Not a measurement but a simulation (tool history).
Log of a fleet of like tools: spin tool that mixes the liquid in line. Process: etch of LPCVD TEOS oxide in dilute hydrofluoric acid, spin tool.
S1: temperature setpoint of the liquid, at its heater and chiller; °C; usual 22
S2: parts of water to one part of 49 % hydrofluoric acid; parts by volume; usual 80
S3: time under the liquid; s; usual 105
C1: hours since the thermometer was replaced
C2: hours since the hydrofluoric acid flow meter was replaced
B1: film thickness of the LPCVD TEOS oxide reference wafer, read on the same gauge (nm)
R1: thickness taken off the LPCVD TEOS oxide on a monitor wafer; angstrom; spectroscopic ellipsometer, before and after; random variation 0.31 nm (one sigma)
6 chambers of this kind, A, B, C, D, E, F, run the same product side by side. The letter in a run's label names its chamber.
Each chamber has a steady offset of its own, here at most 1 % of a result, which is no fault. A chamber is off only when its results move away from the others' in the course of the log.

run 1E day=0.4 | S1=22 S2=80 S3=105 | C1=863.3 C2=905.2 | B1=109.96 | R1=434.83
run 2A day=0.967 | S1=22 S2=80 S3=105 | C1=1156.8 C2=285.6 | B1=110 | R1=442.52
run 3B day=1.321 | S1=22 S2=80 S3=105 | C1=442.1 C2=312.4 | B1=110.03 | R1=439.47
run 4D day=1.712 | S1=22 S2=80 S3=105 | C1=397.8 C2=518 | B1=110 | R1=437.46
run 5C day=2.338 | S1=22 S2=50 S3=145 | C1=1473.2 C2=140.8 | B1=110 | R1=1012.6
run 6F day=2.8 | S1=22 S2=50 S3=145 | C1=1165.9 C2=244.9 | B1=110.02 | R1=998.34
run 7E day=3.379 | S1=22 S2=50 S3=145 | C1=934.8 C2=976.7 | B1=110 | R1=1018.2
run 8A day=3.95 | S1=22 S2=50 S3=145 | C1=1228.4 C2=357.2 | B1=109.99 | R1=1024.8
run 9B day=4.35 | S1=22 S2=50 S3=145 | C1=514.8 C2=385.1 | B1=110.02 | R1=1007.6
run 10D day=4.979 | S1=22 S2=50 S3=145 | C1=476.2 C2=596.4 | B1=110 | R1=1016.9
run 11C day=5.388 | S1=22 S2=80 S3=105 | C1=1546.4 C2=214 | B1=110.02 | R1=438.54
run 12F day=5.996 | S1=24.5 S2=110 S3=105 | C1=1242.6 C2=321.6 | B1=110 | R1=340.4
run 13E day=6.342 | S1=24.5 S2=110 S3=105 | C1=1005.9 C2=1047.8 | B1=110 | R1=341.38
run 14C day=6.796 | S1=24.5 S2=110 S3=105 | C1=1580.2 C2=247.8 | B1=110 | R1=338.09
run 15D day=7.133 | S1=24.5 S2=110 S3=105 | C1=527.9 C2=648.1 | B1=110.01 | R1=335.83
run 16F day=7.608 | S1=24.5 S2=110 S3=105 | C1=1281.3 C2=360.3 | B1=110.02 | R1=339.92
run 17A day=8.175 | S1=24.5 S2=110 S3=105 | C1=1329.8 C2=458.6 | B1=110.03 | R1=331.62
run 18B day=8.792 | S1=22 S2=80 S3=105 | C1=621.4 C2=491.7 | B1=110.02 | R1=444.32
run 19F day=9.317 | S1=22 S2=80 S3=105 | C1=1322.3 C2=401.3 | B1=110.02 | R1=437.77
run 20C day=9.896 | S1=22 S2=80 S3=105 | C1=1654.6 C2=322.2 | B1=109.99 | R1=434.91
run 21D day=10.242 | S1=22 S2=80 S3=105 | C1=602.5 C2=722.7 | B1=109.98 | R1=437.33
run 22A day=10.638 | S1=22 S2=80 S3=105 | C1=1388.9 C2=517.7 | B1=110 | R1=428.2
run 23B day=10.967 | S1=22 S2=80 S3=105 | C1=673.6 C2=543.9 | B1=110 | R1=434.47
run 24E day=11.575 | S1=22 S2=80 S3=140 | C1=1131.5 C2=1173.4 | B1=109.99 | R1=590.1
-- day=11.646 chamber C: hydrofluoric acid flow meter replaced
-- day=11.988 chamber F: thermometer replaced
run 25B day=12 | S1=22 S2=80 S3=140 | C1=698.4 C2=568.7 | B1=109.98 | R1=579.68
run 26A day=12.479 | S1=22 S2=80 S3=140 | C1=1433.1 C2=561.9 | B1=110.02 | R1=554.45
run 27C day=12.967 | S1=22 S2=80 S3=140 | C1=1728.3 C2=31.7 | B1=110.01 | R1=579.23
run 28E day=13.458 | S1=22 S2=80 S3=140 | C1=1176.7 C2=1218.6 | B1=110 | R1=584.5
run 29F day=14.033 | S1=22 S2=80 S3=140 | C1=49.1 C2=514.5 | B1=109.99 | R1=580.57
run 30D day=14.538 | S1=22 S2=80 S3=105 | C1=705.6 C2=825.8 | B1=109.98 | R1=441.28
run 31A day=15.021 | S1=22 S2=80 S3=105 | C1=1494.1 C2=622.9 | B1=109.99 | R1=409.63
run 32E day=15.467 | S1=22 S2=80 S3=105 | C1=1224.9 C2=1266.8 | B1=109.99 | R1=440.19
run 33D day=15.871 | S1=22 S2=80 S3=105 | C1=737.6 C2=857.8 | B1=110.02 | R1=435.14
run 34C day=16.25 | S1=22 S2=80 S3=105 | C1=1807.1 C2=110.5 | B1=110 | R1=437.49
run 35F day=16.633 | S1=22 S2=80 S3=105 | C1=111.5 C2=576.9 | B1=109.98 | R1=441.79
run 36B day=17.254 | S1=22 S2=80 S3=105 | C1=824.5 C2=694.8 | B1=110.01 | R1=438.68

What goes on in this fleet: one chamber off, a drifting gauge, or nothing beyond the chambers' own small offsets? Name the chamber and the cause, if any.

Chamber A drifts away from the others.
Cause: hydrofluoric acid flow below the setpoint (%) = 7.82.
The log may not tell that from: liquid colder than its thermometer reads (K).

Here are 4 candidates for chamber A's next run, each the usual settings with a change, their results left as question marks. Which one brings its results back in line with what the others give on the usual settings?
In line means no further than this from the other chambers' mean on the usual settings: R1 11 angstrom
run 37A-1 day=17.717 | S1=21.5 S2=90 S3=105 | R1=?
run 37A-2 day=17.717 | S1=25.5 S2=80 S3=105 | R1=?
run 37A-3 day=17.717 | S1=20 S2=80 S3=105 | R1=?
run 37A-4 day=17.717 | S1=22 S2=80 S3=115 | R1=?

The other chambers' mean on the usual settings: R1 437.58 angstrom
run=37A-1 R1=343.81
run=37A-2 R1=460.36
run=37A-3 R1=369.1
run=37A-4 R1=438.69
37A-4 brings the chamber back in line.

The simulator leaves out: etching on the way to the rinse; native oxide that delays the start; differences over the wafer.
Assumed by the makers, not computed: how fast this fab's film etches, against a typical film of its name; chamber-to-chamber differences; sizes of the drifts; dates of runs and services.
